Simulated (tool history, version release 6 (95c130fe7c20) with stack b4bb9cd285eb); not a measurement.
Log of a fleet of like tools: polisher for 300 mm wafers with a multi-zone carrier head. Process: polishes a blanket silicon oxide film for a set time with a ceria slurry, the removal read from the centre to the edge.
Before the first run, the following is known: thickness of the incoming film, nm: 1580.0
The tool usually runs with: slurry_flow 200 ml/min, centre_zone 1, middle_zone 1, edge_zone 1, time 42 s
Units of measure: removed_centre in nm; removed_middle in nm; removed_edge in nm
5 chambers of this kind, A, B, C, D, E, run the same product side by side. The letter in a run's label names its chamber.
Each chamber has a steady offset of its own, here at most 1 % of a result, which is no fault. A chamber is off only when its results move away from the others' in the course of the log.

run   hour  slurry_flow  centre_zone  middle_zone  edge_zone  time  wafers polished on this pad  hours since the slurry nozzle was cleaned  hours since the centre zone pressure was calibrated  hours since the edge zone pressure was calibrated  removed_centre  removed_middle  removed_edge
 1B    6.7          200            1            1          1    42                          495                                       78.5                                                472.9                                              807.7          177.03          176.58        175.83
 2A   11.7          200            1            1          1    42                          872                                      193.4                                                612.1                                              599.5          175.14          174.46        174.41
      14.1  -- chamber E: worn pad replaced by a new one
      14.1  -- chamber C: worn pad replaced by a new one
 3E   18.6          200            1            1          1    42                           70                                      426.4                                                584.6                                              267.9          176.73          174.68        175.79
      19.2  -- chamber A: worn pad replaced by a new one
 4D   23.1          200            1            1          1    42                          625                                      664.6                                                  726                                              133.2          172.43          178.29        174.39
 5C     29          200         1.06         0.94          1    42                          229                                      188.8                                                350.5                                              171.7          184.68          162.77        177.33
 6A   33.8          200         1.06         0.94          1    42                          226                                      215.5                                                634.2                                              621.6          185.57          164.63        176.71
 7C   39.4          200         1.06         0.94          1    42                          389                                      199.2                                                360.9                                              182.1             188          163.24        178.84
 8E   43.4          200         1.06         0.94          1    42                          452                                      451.2                                                609.4                                              292.7          186.75          168.28        179.37
 9D   47.6          200         1.06         0.94          1    42                         1003                                      689.1                                                750.5                                              157.7          187.29          165.85        175.24
      47.7  -- chamber D: worn pad replaced by a new one
        51  -- chamber B: worn pad replaced by a new one
10B   54.4          200            1            1       0.91    42                           52                                      126.2                                                520.6                                              855.4          176.09          174.17        168.28
11C   58.9          200            1            1       0.91    42                          690                                      218.7                                                380.4                                              201.6           178.6          176.51        163.66
      61.1  -- chamber E: worn pad replaced by a new one
12D   64.1          200            1            1       0.91    42                          252                                      705.6                                                  767                                              174.2          175.55          177.81        167.96
13B   70.8          200            1            1       0.91    42                          304                                      142.6                                                  537                                              871.8          180.74          176.05        163.49
14E   74.1          200            1            1       0.91    42                          201                                      481.9                                                640.1                                              323.4          170.19             177        169.37
      79.1  -- chamber A: worn pad replaced by a new one
15A   80.9          200            1            1          1    42                           28                                      262.6                                                681.3                                              668.7           174.8          177.18         180.7
      86.5  -- chamber C: worn pad replaced by a new one
16B   87.3          200            1            1          1    42                          558                                      159.1                                                553.5                                              888.3           179.4          171.48        171.95
17E   93.9          200            1            1          1    42                          506                                      501.7                                                659.9                                              343.2          169.66          177.28        174.48
18D   97.2          200            1            1          1    42                          762                                      738.7                                                800.1                                              207.3          177.08          176.88        174.74
19A  103.6          200            1            1          1    42                          377                                      285.3                                                  704                                              691.4          176.44          171.37         174.7
     108.4  -- chamber D: worn pad replaced by a new one
20C    109          200            1            1          1    42                          347                                      268.8                                                430.5                                              251.7          173.01          177.45        175.55
     111.6  -- chamber E: worn pad replaced by a new one
     114.5  -- chamber B: worn pad replaced by a new one
21B    115          200            1            1          1    42                            8                                      186.8                                                581.2                                                916          176.06           171.5        176.32
22D  118.3          200            1            1          1    42                          153                                      759.8                                                821.2                                              228.4             175          177.76        175.16
23C  122.9          200            1            1          1    42                          561                                      282.7                                                444.4                                              265.6          176.27          173.64        173.02
24A    129          200            1            1          1    42                          768                                      310.7                                                729.4                                              716.8          175.22          173.19         176.8
25E  132.4          200            1            1          1    42                          320                                      540.2                                                698.4                                              381.7          162.35           173.6        175.21
26B  138.5          200            1            1          1    42                          370                                      210.3                                                604.7                                              939.5          175.62          176.56        173.85
27A  145.7          200            1            1          1    42                         1025                                      327.4                                                746.1                                              733.5          174.44          170.64        173.59
28D  152.6          200            1            1          1    42                          681                                      794.1                                                855.5                                              262.7          174.96          179.87        174.79
29C  157.2          200            1            1          1    42                         1089                                        317                                                478.7                                              299.9          173.85          174.66        176.79
30E  160.5          200            1            1          1    42                          753                                      568.3                                                726.5                                              409.8          158.38          177.79        173.95
31D  167.3          200            1            1          1    42                          907                                      808.8                                                870.2                                              277.4          175.27          177.05        174.85

All 5 chambers run these settings next. Forecast each chamber's results:
32A  172.5          150            1            1          1    42                                                                                                                                                                                               ?               ?             ?
32B  172.5          150            1            1          1    42                                                                                                                                                                                               ?               ?             ?
32C  172.5          150            1            1          1    42                                                                                                                                                                                               ?               ?             ?
32D  172.5          150            1            1          1    42                                                                                                                                                                                               ?               ?             ?
32E  172.5          150            1            1          1    42                                                                                                                                                                                               ?               ?             ?

run  removed_centre  removed_middle  removed_edge
32A          166.16          167.94        169.08
32B          165.44          167.78        169.26
32C          166.54          167.91         169.8
32D          165.23           164.9        168.67
32E           144.9          165.45        171.74
